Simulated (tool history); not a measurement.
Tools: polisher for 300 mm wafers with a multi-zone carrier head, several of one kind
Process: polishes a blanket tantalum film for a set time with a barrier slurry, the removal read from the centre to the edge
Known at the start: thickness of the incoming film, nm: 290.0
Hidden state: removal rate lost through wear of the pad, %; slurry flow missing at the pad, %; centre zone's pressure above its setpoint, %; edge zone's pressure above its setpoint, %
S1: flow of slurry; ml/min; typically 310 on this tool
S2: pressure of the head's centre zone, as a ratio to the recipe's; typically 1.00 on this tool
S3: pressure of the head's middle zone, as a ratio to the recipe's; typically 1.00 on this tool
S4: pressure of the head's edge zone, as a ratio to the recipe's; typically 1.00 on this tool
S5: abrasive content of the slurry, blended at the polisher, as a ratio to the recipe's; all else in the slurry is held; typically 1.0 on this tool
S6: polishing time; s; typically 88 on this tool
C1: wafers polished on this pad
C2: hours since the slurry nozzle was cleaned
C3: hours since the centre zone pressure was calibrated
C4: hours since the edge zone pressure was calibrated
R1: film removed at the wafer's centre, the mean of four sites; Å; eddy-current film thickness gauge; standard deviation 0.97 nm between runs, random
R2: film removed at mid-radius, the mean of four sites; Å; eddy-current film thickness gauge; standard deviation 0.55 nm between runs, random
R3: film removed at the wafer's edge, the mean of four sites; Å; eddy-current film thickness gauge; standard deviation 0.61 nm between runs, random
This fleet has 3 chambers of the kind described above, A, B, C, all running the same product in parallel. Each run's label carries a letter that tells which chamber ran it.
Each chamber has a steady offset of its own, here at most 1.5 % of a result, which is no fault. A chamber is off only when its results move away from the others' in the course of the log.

At hour 3.2: chamber A: worn pad replaced by a new one.
Run 1B, hour 7.1: usual settings; C1 242; C2 619.4; C3 1089.7; C4 629.8. Result: R1 683.29 Å, R2 707.90 Å, R3 695.39 Å.
Run 2A, hour 13.8: usual settings; C1 116; C2 146.8; C3 468.7; C4 302.8. Result: R1 707.80 Å, R2 688.99 Å, R3 700.23 Å.
Run 3C, hour 19.9: usual settings; C1 436; C2 309.0; C3 487.7; C4 312.5. Result: R1 715.27 Å, R2 701.69 Å, R3 704.80 Å.
Run 4B, hour 26.6: usual settings; C1 454; C2 638.9; C3 1109.2; C4 649.3. Result: R1 691.44 Å, R2 708.25 Å, R3 690.16 Å.
Run 5C, hour 34.3: usual settings; C1 593; C2 323.4; C3 502.1; C4 326.9. Result: R1 696.75 Å, R2 695.07 Å, R3 711.23 Å.
Run 6A, hour 39.0: usual settings; C1 390; C2 172.0; C3 493.9; C4 328.0. Result: R1 699.56 Å, R2 683.94 Å, R3 695.10 Å.
Run 7C, hour 42.7: usual settings; C1 685; C2 331.8; C3 510.5; C4 335.3. Result: R1 695.20 Å, R2 697.09 Å, R3 714.54 Å.
Run 8B, hour 50.3: usual settings; C1 713; C2 662.6; C3 1132.9; C4 673.0. Result: R1 698.83 Å, R2 707.12 Å, R3 697.86 Å.
Run 9A, hour 57.5: usual settings; C1 592; C2 190.5; C3 512.4; C4 346.5. Result: R1 700.71 Å, R2 688.53 Å, R3 689.78 Å.
At hour 62.6: chamber A: worn pad replaced by a new one.
Run 10B, hour 66.1: usual settings but S3 0.94; C1 885; C2 678.4; C3 1148.7; C4 688.8. Result: R1 691.09 Å, R2 666.22 Å, R3 701.28 Å.
Run 11A, hour 71.9: usual settings but S3 0.94; C1 101; C2 204.9; C3 526.8; C4 360.9. Result: R1 711.85 Å, R2 654.14 Å, R3 697.04 Å.
Run 12C, hour 79.7: usual settings but S3 0.94; C1 1088; C2 368.8; C3 547.5; C4 372.3. Result: R1 719.40 Å, R2 658.69 Å, R3 700.67 Å.
Run 13A, hour 87.1: usual settings; C1 267; C2 220.1; C3 542.0; C4 376.1. Result: R1 715.84 Å, R2 701.53 Å, R3 708.97 Å.
Run 14B, hour 94.7: usual settings but S2 0.88; C1 1197; C2 707.0; C3 1177.3; C4 717.4. Result: R1 605.72 Å, R2 709.30 Å, R3 696.75 Å.
At hour 100.0: chamber B: worn pad replaced by a new one.
Run 15C, hour 100.2: usual settings but S2 0.88; C1 1312; C2 389.3; C3 568.0; C4 392.8. Result: R1 599.63 Å, R2 693.05 Å, R3 713.07 Å.
At hour 106.5: chamber B: slurry nozzle cleaned.
Run 16A, hour 108.7: usual settings but S2 0.88; C1 502; C2 241.7; C3 563.6; C4 397.7. Result: R1 608.07 Å, R2 699.18 Å, R3 699.75 Å.
At hour 111.7: chamber A: worn pad replaced by a new one.
Run 17C, hour 112.5: usual settings but S1 410 ml/min, S4 1.09; C1 1446; C2 401.6; C3 580.3; C4 405.1. Result: R1 725.20 Å, R2 704.58 Å, R3 759.45 Å.
Run 18B, hour 119.0: usual settings but S1 410 ml/min, S4 1.09; C1 207; C2 12.6; C3 1201.6; C4 741.7. Result: R1 709.23 Å, R2 726.75 Å, R3 758.45 Å.
Run 19A, hour 124.9: usual settings but S1 410 ml/min, S4 1.09; C1 144; C2 257.9; C3 579.8; C4 413.9. Result: R1 732.71 Å, R2 712.86 Å, R3 758.81 Å.
At hour 127.1: chamber C: worn pad replaced by a new one.
Run 20C, hour 132.3: usual settings; C1 57; C2 421.4; C3 600.1; C4 424.9. Result: R1 680.17 Å, R2 685.26 Å, R3 703.84 Å.
Run 21B, hour 136.9: usual settings; C1 402; C2 30.5; C3 1219.5; C4 759.6. Result: R1 705.27 Å, R2 714.97 Å, R3 697.80 Å.
At hour 139.3: chamber C: centre zone pressure recalibrated.
Run 22C, hour 142.9: usual settings; C1 172; C2 432.0; C3 3.6; C4 435.5. Result: R1 685.77 Å, R2 691.25 Å, R3 705.74 Å.
Run 23A, hour 148.3: usual settings; C1 399; C2 281.3; C3 603.2; C4 437.3. Result: R1 708.01 Å, R2 696.05 Å, R3 704.13 Å.
At hour 150.1: chamber B: centre zone pressure recalibrated.
Run 24B, hour 153.4: usual settings; C1 582; C2 47.0; C3 3.4; C4 776.1. Result: R1 785.01 Å, R2 701.02 Å, R3 707.25 Å.
Run 25B, hour 157.4: usual settings; C1 625; C2 51.0; C3 7.4; C4 780.1. Result: R1 771.42 Å, R2 703.73 Å, R3 691.20 Å.
At hour 163.4: chamber C: slurry nozzle cleaned.
Run 26C, hour 164.5: usual settings; C1 408; C2 1.1; C3 25.2; C4 457.1. Result: R1 705.77 Å, R2 694.10 Å, R3 707.64 Å.
Run 27A, hour 169.3: usual settings; C1 628; C2 302.3; C3 624.2; C4 458.3. Result: R1 689.60 Å, R2 700.60 Å, R3 704.05 Å.
At hour 169.7: chamber A: worn pad replaced by a new one.
Run 28B, hour 177.5: usual settings; C1 845; C2 71.1; C3 27.5; C4 800.2. Result: R1 799.25 Å, R2 714.45 Å, R3 692.75 Å.
Run 29C, hour 181.9: usual settings; C1 598; C2 18.5; C3 42.6; C4 474.5. Result: R1 709.21 Å, R2 696.21 Å, R3 712.57 Å.
At hour 185.7: chamber C: edge zone pressure recalibrated.
Run 30A, hour 189.4: usual settings but S3 1.08; C1 215; C2 322.4; C3 644.3; C4 478.4. Result: R1 700.65 Å, R2 749.64 Å, R3 693.15 Å.
Run 31C, hour 195.2: usual settings but S3 1.08; C1 743; C2 31.8; C3 55.9; C4 9.6. Result: R1 708.37 Å, R2 748.73 Å, R3 692.74 Å.
Run 32A, hour 203.6: usual settings but S3 1.08; C1 370; C2 336.6; C3 658.5; C4 492.6. Result: R1 716.23 Å, R2 739.21 Å, R3 695.85 Å.
Run 33B, hour 208.2: usual settings; C1 1179; C2 101.8; C3 58.2; C4 830.9. Result: R1 770.66 Å, R2 698.44 Å, R3 689.86 Å.
Run 34A, hour 216.0: usual settings; C1 505; C2 349.0; C3 670.9; C4 505.0. Result: R1 709.52 Å, R2 685.17 Å, R3 698.04 Å.
Run 35C, hour 220.4: usual settings; C1 1017; C2 57.0; C3 81.1; C4 34.8. Result: R1 708.85 Å, R2 700.68 Å, R3 718.48 Å.
At hour 222.7: chamber B: worn pad replaced by a new one.
At hour 224.5: chamber A: worn pad replaced by a new one.
Run 36B, hour 226.0: usual settings; C1 36; C2 119.6; C3 76.0; C4 848.7. Result: R1 764.86 Å, R2 704.32 Å, R3 703.45 Å.
Run 37C, hour 234.2: usual settings; C1 1168; C2 70.8; C3 94.9; C4 48.6. Result: R1 688.78 Å, R2 687.64 Å, R3 706.07 Å.
Run 38A, hour 238.7: usual settings; C1 155; C2 371.7; C3 693.6; C4 527.7. Result: R1 727.49 Å, R2 700.00 Å, R3 708.58 Å.
Run 39B, hour 245.0: usual settings; C1 244; C2 138.6; C3 95.0; C4 867.7. Result: R1 785.81 Å, R2 698.59 Å, R3 707.38 Å.
At hour 248.4: chamber C: worn pad replaced by a new one.
Run 40C, hour 251.2: usual settings; C1 30; C2 87.8; C3 111.9; C4 65.6. Result: R1 700.71 Å, R2 699.35 Å, R3 707.15 Å.

Next, all 3 chambers run the settings below, one line each with question marks for the results. What does each chamber give?
Run 41A, hour 257.4: usual settings but S5 0.9. Result: R1 ?, R2 ?, R3 ?.
Run 41B, hour 257.4: usual settings but S5 0.9. Result: R1 ?, R2 ?, R3 ?.
Run 41C, hour 257.4: usual settings but S5 0.9. Result: R1 ?, R2 ?, R3 ?.

run      R1      R2      R3
41A  693.48  676.05  683.91
41B  756.01  688.55  666.46
41C  685.94  668.70  683.67
